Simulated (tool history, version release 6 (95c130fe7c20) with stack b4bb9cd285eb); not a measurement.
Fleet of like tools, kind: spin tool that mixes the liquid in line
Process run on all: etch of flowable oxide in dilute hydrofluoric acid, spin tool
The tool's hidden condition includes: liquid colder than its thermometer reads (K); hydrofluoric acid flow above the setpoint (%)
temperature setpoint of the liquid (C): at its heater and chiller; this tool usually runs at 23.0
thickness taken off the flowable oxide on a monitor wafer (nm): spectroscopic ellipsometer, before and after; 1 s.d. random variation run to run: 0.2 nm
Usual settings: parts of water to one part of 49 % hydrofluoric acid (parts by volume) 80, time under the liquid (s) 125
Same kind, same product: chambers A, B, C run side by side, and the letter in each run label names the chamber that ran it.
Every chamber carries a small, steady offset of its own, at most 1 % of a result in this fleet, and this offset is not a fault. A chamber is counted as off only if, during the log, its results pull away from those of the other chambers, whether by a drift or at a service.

run   hour  temperature setpoint of the liquid (C)  parts of water to one part of 49 % hydrofluoric acid (parts by volume)  time under the liquid (s)  hours since the thermometer was replaced  hours since the hydrofluoric acid flow meter was replaced  read-back film thickness of the flowable oxide reference wafer, read on the same gauge (nm)  thickness taken off the flowable oxide on a monitor wafer (nm)
 1A    5.0                                    23.0                                                                      80                        125                                     414.2                                                      587.7                                                                                       109.99                                                          36.543
 2C   11.5                                    23.0                                                                      80                        125                                     739.6                                                      702.5                                                                                       110.02                                                          36.667
 3B   15.0                                    23.0                                                                      80                        125                                    2227.5                                                     1802.5                                                                                       110.02                                                          37.120
 4C   20.4                                    23.0                                                                      80                        125                                     748.5                                                      711.4                                                                                       109.97                                                          36.776
 5B   24.9                                    23.0                                                                      45                         85                                    2237.4                                                     1812.4                                                                                       110.01                                                          47.109
 6A   28.5                                    23.0                                                                      45                         85                                     437.7                                                      611.2                                                                                       110.00                                                          46.951
 7B   35.3                                    23.0                                                                      45                         85                                    2247.8                                                     1822.8                                                                                       110.02                                                          47.352
 8C   39.3                                    23.0                                                                      80                        125                                     767.4                                                      730.3                                                                                       109.98                                                          36.644
      44.0  -- chamber B: hydrofluoric acid flow meter replaced
 9A   44.8                                    23.0                                                                      80                        125                                     454.0                                                      627.5                                                                                       109.97                                                          36.583
10C   49.6                                    19.0                                                                      80                        125                                     777.7                                                      740.6                                                                                       109.98                                                          31.116
11A   54.7                                    19.0                                                                      80                        125                                     463.9                                                      637.4                                                                                       110.03                                                          31.046
12B   61.2                                    19.0                                                                      80                        125                                    2273.7                                                       17.2                                                                                       110.01                                                          31.430
13A   65.3                                    23.0                                                                      80                        125                                     474.5                                                      648.0                                                                                       110.01                                                          36.532
14C   70.1                                    21.5                                                                      80                        125                                     798.2                                                      761.1                                                                                       109.99                                                          34.582
15B   73.4                                    21.5                                                                      80                        125                                    2285.9                                                       29.4                                                                                       109.96                                                          34.514
16A   79.5                                    21.5                                                                      80                        125                                     488.7                                                      662.2                                                                                       110.01                                                          34.602
17B   86.2                                    23.0                                                                      80                        125                                    2298.7                                                       42.2                                                                                       110.02                                                          37.130
      87.3  -- chamber A: hydrofluoric acid flow meter replaced
18C   89.9                                    23.0                                                                      80                        125                                     818.0                                                      780.9                                                                                       109.99                                                          36.858
19B   96.8                                    23.0                                                                      80                        125                                    2309.3                                                       52.8                                                                                       110.03                                                          36.966
20A  101.0                                    27.5                                                                      80                        150                                     510.2                                                       13.8                                                                                       110.01                                                          52.965
21C  104.3                                    27.5                                                                      80                        150                                     832.4                                                      795.3                                                                                       110.00                                                          52.428
22A  107.9                                    27.5                                                                      80                        150                                     517.1                                                       20.7                                                                                       109.98                                                          53.276
23C  111.1                                    23.0                                                                      80                        125                                     839.2                                                      802.1                                                                                       109.95                                                          36.578
24B  116.9                                    23.0                                                                      80                        125                                    2329.4                                                       72.9                                                                                       109.99                                                          36.847
25B  122.9                                    23.0                                                                      80                        125                                    2335.4                                                       78.9                                                                                       110.01                                                          36.636
26C  128.8                                    28.0                                                                      80                        125                                     856.9                                                      819.8                                                                                       110.01                                                          44.901
27A  132.8                                    28.0                                                                      80                        125                                     542.0                                                       45.6                                                                                       109.99                                                          44.913
28A  136.0                                    28.0                                                                      80                        125                                     545.2                                                       48.8                                                                                       110.03                                                          45.060
29B  140.0                                    23.0                                                                      80                        125                                    2352.5                                                       96.0                                                                                       110.03                                                          37.227
30C  147.1                                    23.0                                                                      80                        125                                     875.2                                                      838.1                                                                                       110.00                                                          36.713
31A  152.7                                    23.0                                                                      80                        125                                     561.9                                                       65.5                                                                                       109.99                                                          36.517

The same settings go to every chamber for the next run, one line per chamber below. Forecast the results for each:
32A  157.9                                    23.0                                                                     100                        125                                                                                                                                                                                                                                                                 ?
32B  157.9                                    23.0                                                                     100                        125                                                                                                                                                                                                                                                                 ?
32C  157.9                                    23.0                                                                     100                        125                                                                                                                                                                                                                                                                 ?

run  thickness taken off the flowable oxide on a monitor wafer (nm)
32A                                                          28.585
32B                                                          28.636
32C                                                          28.958
